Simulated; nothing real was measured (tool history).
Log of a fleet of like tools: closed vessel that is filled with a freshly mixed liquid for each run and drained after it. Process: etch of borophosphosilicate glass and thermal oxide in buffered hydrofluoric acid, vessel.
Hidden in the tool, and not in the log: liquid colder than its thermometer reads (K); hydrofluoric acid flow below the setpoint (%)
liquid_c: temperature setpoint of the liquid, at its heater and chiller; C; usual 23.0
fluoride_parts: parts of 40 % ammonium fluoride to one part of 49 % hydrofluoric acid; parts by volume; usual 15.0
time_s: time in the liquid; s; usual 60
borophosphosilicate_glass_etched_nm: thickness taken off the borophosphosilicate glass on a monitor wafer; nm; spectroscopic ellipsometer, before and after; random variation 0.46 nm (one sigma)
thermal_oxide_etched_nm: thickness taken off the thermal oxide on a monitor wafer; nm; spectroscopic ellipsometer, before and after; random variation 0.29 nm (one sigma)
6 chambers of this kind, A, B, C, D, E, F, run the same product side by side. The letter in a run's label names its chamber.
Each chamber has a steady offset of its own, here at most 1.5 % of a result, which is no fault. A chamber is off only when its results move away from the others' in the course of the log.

run   hour  liquid_c  fluoride_parts  time_s  hours since the thermometer was replaced  hours since the hydrofluoric acid flow meter was replaced  read-back film thickness of the borophosphosilicate glass reference wafer, read on the same gauge (nm)  read-back film thickness of the thermal oxide reference wafer, read on the same gauge (nm)  borophosphosilicate_glass_etched_nm  thermal_oxide_etched_nm
 1F    9.7      23.0            15.0      60                                      63.0                                                     1252.2                                                                                                  50.020                                                                                      49.989                               47.065                   44.788
 2A   17.0      23.0            15.0      60                                    1069.5                                                     1540.9                                                                                                  50.002                                                                                      50.022                               47.394                   45.050
 3D   29.4      23.0            15.0      60                                     664.2                                                     1328.9                                                                                                  49.998                                                                                      50.019                               46.559                   44.893
 4B   38.7      23.0            15.0      60                                      52.5                                                      807.3                                                                                                  49.975                                                                                      49.993                               48.067                   44.997
 5C   46.4      23.0            15.0      60                                    1965.0                                                      111.9                                                                                                  50.034                                                                                      50.005                               47.382                   44.922
 6E   53.7      23.0             9.5      60                                     258.4                                                     1902.1                                                                                                  50.015                                                                                      49.987                               72.454                   68.120
 7D   66.6      23.0             9.5      60                                     701.4                                                     1366.1                                                                                                  49.991                                                                                      49.994                               73.637                   68.695
 8F   75.9      23.0             9.5      60                                     129.2                                                     1318.4                                                                                                  49.988                                                                                      50.022                               71.200                   68.408
 9E   86.5      23.0             9.5      60                                     291.2                                                     1934.9                                                                                                  50.012                                                                                      49.995                               71.774                   67.521
      88.5  -- chamber B: hydrofluoric acid flow meter replaced
10A   95.7      23.0             9.5      60                                    1148.2                                                     1619.6                                                                                                  49.972                                                                                      50.024                               72.449                   68.771
11C  105.6      23.0             9.5      60                                    2024.2                                                      171.1                                                                                                  49.994                                                                                      50.008                               72.554                   68.278
     106.4  -- chamber D: hydrofluoric acid flow meter replaced
     109.9  -- chamber C: thermometer replaced
12B  116.1      23.0            15.0      60                                     129.9                                                       27.6                                                                                                  50.045                                                                                      50.012                               47.818                   44.789
13E  126.2      23.0            15.0      60                                     330.9                                                     1974.6                                                                                                  49.978                                                                                      49.991                               47.611                   44.041
14F  134.8      23.0            15.0      60                                     188.1                                                     1377.3                                                                                                  49.993                                                                                      50.011                               46.270                   44.942
15D  147.4      23.0            15.0      60                                     782.2                                                       41.0                                                                                                  50.008                                                                                      50.014                               48.094                   44.749
16A  157.9      23.0            15.0      60                                    1210.4                                                     1681.8                                                                                                  50.012                                                                                      50.010                               46.180                   44.450
17B  165.4      23.0            15.0      60                                     179.2                                                       76.9                                                                                                  49.986                                                                                      50.011                               48.042                   44.674
18C  172.9      23.0            15.0      60                                      63.1                                                      238.4                                                                                                  49.994                                                                                      49.994                               47.524                   45.287
19E  185.6      23.0            15.0      60                                     390.3                                                     2034.0                                                                                                  50.003                                                                                      49.992                               47.383                   43.686
20C  196.4      23.0            15.0      60                                      86.6                                                      261.9                                                                                                  49.975                                                                                      49.997                               47.535                   44.955
21B  209.2      23.0            15.0      60                                     223.0                                                      120.7                                                                                                  50.012                                                                                      50.004                               47.628                   45.327
22F  220.1      23.0            15.0      60                                     273.4                                                     1462.6                                                                                                  49.986                                                                                      49.967                               47.377                   44.679
23D  228.8      23.0            15.0      60                                     863.6                                                      122.4                                                                                                  49.968                                                                                      50.003                               47.212                   44.971
24A  237.2      23.0            15.0      60                                    1289.7                                                     1761.1                                                                                                  50.041                                                                                      50.004                               47.462                   44.486
25D  249.7      23.0            15.0      60                                     884.5                                                      143.3                                                                                                  49.990                                                                                      50.015                               48.568                   45.553
26A  263.3      23.0            13.0      95                                    1315.8                                                     1787.2                                                                                                  50.018                                                                                      49.984                               86.006                   82.271
27E  276.1      23.0            13.0      95                                     480.8                                                     2124.5                                                                                                  50.050                                                                                      49.976                               86.623                   79.939
28B  286.1      23.0            13.0      95                                     299.9                                                      197.6                                                                                                  50.005                                                                                      49.981                               87.812                   81.720
29F  296.4      23.0            13.0      95                                     349.7                                                     1538.9                                                                                                  49.964                                                                                      49.988                               86.433                   81.773
30C  308.4      23.0            13.0      95                                     198.6                                                      373.9                                                                                                  49.967                                                                                      49.989                               85.336                   83.106
31D  315.7      23.0            13.0      95                                     950.5                                                      209.3                                                                                                  49.996                                                                                      50.019                               86.895                   81.601
32A  328.4      23.0            15.0      60                                    1380.9                                                     1852.3                                                                                                  49.982                                                                                      49.967                               47.787                   44.904
33B  341.7      23.0            15.0      60                                     355.5                                                      253.2                                                                                                  50.015                                                                                      49.998                               47.121                   44.832
34C  353.3      23.0            15.0      60                                     243.5                                                      418.8                                                                                                  49.997                                                                                      49.984                               47.419                   45.207
35E  366.7      23.0            15.0      60                                     571.4                                                     2215.1                                                                                                  50.010                                                                                      49.978                               47.210                   43.744
36F  375.2      23.0            15.0      60                                     428.5                                                     1617.7                                                                                                  49.990                                                                                      50.002                               47.338                   44.171
37A  385.3      27.5            11.5      60                                    1437.8                                                     1909.2                                                                                                  49.994                                                                                      49.981                               76.559                   73.355
38E  394.9      27.5            11.5      60                                     599.6                                                     2243.3                                                                                                  50.014                                                                                      50.006                               78.425                   73.007
39F  408.2      27.5            11.5      60                                     461.5                                                     1650.7                                                                                                  50.015                                                                                      50.019                               76.864                   72.961
40D  420.1      27.5            11.5      60                                    1054.9                                                      313.7                                                                                                  49.976                                                                                      50.009                               77.350                   74.058
41B  432.3      27.5            11.5      60                                     446.1                                                      343.8                                                                                                  49.985                                                                                      50.009                               79.118                   74.901
42C  439.7      27.5            11.5      60                                     329.9                                                      505.2                                                                                                  50.017                                                                                      49.974                               79.128                   75.185
43C  449.8      23.0            15.0      60                                     340.0                                                      515.3                                                                                                  50.017                                                                                      49.998                               47.770                   45.391
44E  462.7      23.0            15.0      60                                     667.4                                                     2311.1                                                                                                  50.030                                                                                      50.001                               46.792                   44.504

Next, every chamber runs the same settings. What will each give?
45A  472.6      23.0            15.0      60                                                                                                                                                                                                                                                                                                                                             ?                        ?
45B  472.6      23.0            15.0      60                                                                                                                                                                                                                                                                                                                                             ?                        ?
45C  472.6      23.0            15.0      60                                                                                                                                                                                                                                                                                                                                             ?                        ?
45D  472.6      23.0            15.0      60                                                                                                                                                                                                                                                                                                                                             ?                        ?
45E  472.6      23.0            15.0      60                                                                                                                                                                                                                                                                                                                                             ?                        ?
45F  472.6      23.0            15.0      60                                                                                                                                                                                                                                                                                                                                             ?                        ?

run  borophosphosilicate_glass_etched_nm  thermal_oxide_etched_nm
45A                               46.147                   44.816
45B                               47.307                   44.524
45C                               47.409                   44.863
45D                               46.957                   44.915
45E                               46.918                   44.021
45F                               46.598                   44.619
